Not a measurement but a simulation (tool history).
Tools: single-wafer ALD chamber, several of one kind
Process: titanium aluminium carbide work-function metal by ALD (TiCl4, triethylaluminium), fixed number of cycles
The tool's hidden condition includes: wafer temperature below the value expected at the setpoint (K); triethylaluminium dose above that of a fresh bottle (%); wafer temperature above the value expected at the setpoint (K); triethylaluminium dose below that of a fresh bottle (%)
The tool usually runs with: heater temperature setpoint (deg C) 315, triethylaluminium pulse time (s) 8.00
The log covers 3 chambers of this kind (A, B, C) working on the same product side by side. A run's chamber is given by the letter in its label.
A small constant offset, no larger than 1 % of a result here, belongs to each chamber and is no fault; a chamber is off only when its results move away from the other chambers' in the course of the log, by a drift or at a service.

run,hour,heater temperature setpoint (deg C),triethylaluminium pulse time (s),hours since the last thermocouple change,hours since the last triethylaluminium bottle change,"read-back reference wafer on the same gauge, thickness_nm",mean film thickness on the monitor wafer (nm)
1C,5.4,315,8.00,1024.7,454.5,1.8602,2.0691
2A,9.4,315,8.00,1830.3,169.8,1.8591,2.0827
3B,14.4,315,8.00,1771.3,264.0,1.8592,2.0611
4B,18.2,315,8.00,1775.1,267.8,1.8592,2.0573
5C,22.9,315,8.00,1042.2,472.0,1.8589,2.0670
6A,27.4,315,8.00,1848.3,187.8,1.8581,2.0807
7C,31.7,303,10.87,1051.0,480.8,1.8572,2.0455
8B,36.5,303,10.87,1793.4,286.1,1.8576,2.0460
9A,39.7,303,10.87,1860.6,200.1,1.8570,2.0563
10B,44.5,315,8.00,1801.4,294.1,1.8567,2.0624
# hour 46.8: chamber A: thermocouple changed; heater temperature recalibrated
11A,47.1,315,8.00,0.4,207.5,1.8562,2.0721
12C,52.3,315,8.00,1071.6,501.4,1.8558,2.0666
13B,54.9,315,8.00,1811.8,304.5,1.8557,2.0623
14A,58.0,315,8.00,11.3,218.4,1.8559,2.0709
15C,63.2,315,8.00,1082.5,512.3,1.8547,2.0595
16B,66.0,305,8.00,1822.9,315.6,1.8554,1.9749
17A,69.4,305,8.00,22.7,229.8,1.8552,1.9885
18C,72.6,305,8.00,1091.9,521.7,1.8541,1.9754
19B,77.3,315,8.00,1834.2,326.9,1.8545,2.0627
# hour 79.0: chamber B: thermocouple changed; heater temperature recalibrated
20C,80.0,323,9.03,1099.3,529.1,1.8543,2.1753
21A,83.4,323,9.03,36.7,243.8,1.8534,2.1863
22C,88.1,323,9.03,1107.4,537.2,1.8544,2.1692
23A,91.9,315,8.00,45.2,252.3,1.8530,2.0728
24B,95.4,315,8.00,16.4,345.0,1.8531,2.0594
# hour 95.9: chamber C: triethylaluminium bottle replaced
25B,98.5,305,5.51,19.5,348.1,1.8528,1.7965
26C,103.8,305,5.51,1123.1,8.0,1.8520,1.7838
# hour 104.0: chamber C: thermocouple changed; heater temperature recalibrated
27A,107.0,305,5.51,60.3,267.4,1.8527,1.8107
28A,109.8,315,8.00,63.1,270.2,1.8520,2.0711
29B,113.8,302,9.43,34.8,363.4,1.8509,1.9984
30C,116.2,302,9.43,12.3,20.4,1.8511,2.0018
31B,119.7,302,9.43,40.7,369.3,1.8511,1.9980
32C,122.9,315,8.00,19.0,27.1,1.8512,2.0603
33A,126.3,315,8.00,79.6,286.7,1.8511,2.0707
34C,130.6,315,8.00,26.7,34.8,1.8506,2.0562
35A,135.4,315,8.00,88.7,295.8,1.8496,2.0715
36B,138.6,315,8.00,59.6,388.2,1.8501,2.0535
37C,141.4,315,5.20,37.5,45.6,1.8493,1.8198
38B,146.0,315,5.20,67.0,395.6,1.8493,1.8356
39A,150.5,315,5.20,103.8,310.9,1.8493,1.8459
40C,155.8,302,6.36,51.9,60.0,1.8490,1.8457
41B,159.7,302,6.36,80.7,409.3,1.8487,1.8487
42A,162.4,302,6.36,115.7,322.8,1.8489,1.8568
43B,166.2,315,8.00,87.2,415.8,1.8482,2.0473

The same settings go to every chamber for the next run, one line per chamber below. Forecast the results for each:
44A,170.0,315,8.00,,,,?
44B,170.0,315,8.00,,,,?
44C,170.0,315,8.00,,,,?

run,mean film thickness on the monitor wafer (nm)
44A,2.0682
44B,2.0454
44C,2.0548
